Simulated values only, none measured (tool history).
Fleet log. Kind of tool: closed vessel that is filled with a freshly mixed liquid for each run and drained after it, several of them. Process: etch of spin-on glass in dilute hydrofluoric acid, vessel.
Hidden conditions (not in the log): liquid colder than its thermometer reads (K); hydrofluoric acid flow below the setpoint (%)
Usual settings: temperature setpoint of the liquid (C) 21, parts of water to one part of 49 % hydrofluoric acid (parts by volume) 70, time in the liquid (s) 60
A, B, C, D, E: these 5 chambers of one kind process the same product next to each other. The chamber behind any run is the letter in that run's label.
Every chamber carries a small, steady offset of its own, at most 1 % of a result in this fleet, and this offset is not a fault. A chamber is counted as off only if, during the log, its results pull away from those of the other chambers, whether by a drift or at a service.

run   hour  temperature setpoint of the liquid (C)  parts of water to one part of 49 % hydrofluoric acid (parts by volume)  time in the liquid (s)  hours since the thermometer was replaced  hours since the hydrofluoric acid flow meter was replaced  read-back film thickness of the spin-on glass reference wafer, read on the same gauge (nm)  thickness taken off the spin-on glass on a monitor wafer (nm)
 1D    8.5                                      21                                                                      70                      60                                     600.9                                                      118.1                                                                                      49.992                                                         38.407
 2E   12.6                                      21                                                                      70                      60                                     169.2                                                      338.2                                                                                      50.001                                                         37.839
 3C   17.6                                      21                                                                      70                      60                                     107.9                                                     1857.2                                                                                      49.971                                                         38.151
 4A   25.3                                      21                                                                      70                      60                                        55                                                     1735.8                                                                                      49.995                                                         37.324
 5B   33.8                                      21                                                                      70                      60                                      1204                                                      559.5                                                                                      50.011                                                         38.348
 6C   42.6                                      21                                                                      70                      30                                     132.9                                                     1882.2                                                                                      49.973                                                          19.05
 7E   48.6                                      21                                                                      70                      30                                     205.2                                                      374.2                                                                                      49.964                                                         18.913
 8D   53.5                                      21                                                                      70                      30                                     645.9                                                      163.1                                                                                      50.023                                                         18.992
 9A   61.8                                      21                                                                      70                      30                                      91.5                                                     1772.3                                                                                      50.016                                                         18.743
10B   69.8                                      21                                                                      70                      30                                      1240                                                      595.5                                                                                      49.986                                                          19.03
11E   75.3                                      21                                                                      70                      60                                     231.9                                                      400.9                                                                                      50.008                                                         37.333
12D   80.3                                      21                                                                      45                      35                                     672.7                                                      189.9                                                                                      50.014                                                           35.2
13C   86.4                                      21                                                                      45                      35                                     176.7                                                       1926                                                                                      50.021                                                         35.026
14B   93.5                                      21                                                                      45                      35                                    1263.7                                                      619.2                                                                                      50.007                                                         35.751
15A  100.4                                      21                                                                      45                      35                                     130.1                                                     1810.9                                                                                       49.98                                                         34.235
16B  106.1                                      21                                                                      45                      35                                    1276.3                                                      631.8                                                                                      49.981                                                         35.953
17D  113.7                                      21                                                                      70                      60                                     706.1                                                      223.3                                                                                      49.995                                                         38.565
18E  122.1                                      24                                                                      70                      45                                     278.7                                                      447.7                                                                                      50.016                                                         32.223
19C  127.6                                      24                                                                      70                      45                                     217.9                                                     1967.2                                                                                      49.999                                                         32.402
20A  131.8                                      24                                                                      70                      45                                     161.5                                                     1842.3                                                                                      49.985                                                         32.006
21B  139.3                                      24                                                                      70                      45                                    1309.5                                                        665                                                                                      49.986                                                         31.764
22D  144.2                                      24                                                                      70                      45                                     736.6                                                      253.8                                                                                      50.007                                                         32.231
23C  150.6                                      21                                                                      70                      60                                     240.9                                                     1990.2                                                                                      49.992                                                         38.476
24A  156.7                                      21                                                                      70                      60                                     186.4                                                     1867.2                                                                                      50.006                                                          37.85
25E  164.3                                      21                                                                      70                      60                                     320.9                                                      489.9                                                                                      50.001                                                         37.243
26A  171.2                                      21                                                                      70                      60                                     200.9                                                     1881.7                                                                                       49.99                                                         37.797
27E  177.3                                      21                                                                      70                      60                                     333.9                                                      502.9                                                                                      49.956                                                         37.614
28B  183.5                                      21                                                                      70                      60                                    1353.7                                                      709.2                                                                                      49.982                                                         37.959
29D  187.5                                      21                                                                      70                      60                                     779.9                                                      297.1                                                                                      49.995                                                         37.539
30C  191.9                                      21                                                                      70                      60                                     282.2                                                     2031.5                                                                                      50.005                                                         37.912
31B    197                                      21                                                                      70                      60                                    1367.2                                                      722.7                                                                                      49.978                                                         37.329
32C  203.2                                      17                                                                      70                      60                                     293.5                                                     2042.8                                                                                      50.011                                                         32.001

Read the log: is a single chamber off, either drifting away or since a service, is the gauge that measures every chamber drifting, or is nothing wrong beyond small per-chamber offsets? Name any odd chamber and what most likely caused it.

Neither any chamber nor the gauge drifts; the chambers differ only by their own small, steady offsets.

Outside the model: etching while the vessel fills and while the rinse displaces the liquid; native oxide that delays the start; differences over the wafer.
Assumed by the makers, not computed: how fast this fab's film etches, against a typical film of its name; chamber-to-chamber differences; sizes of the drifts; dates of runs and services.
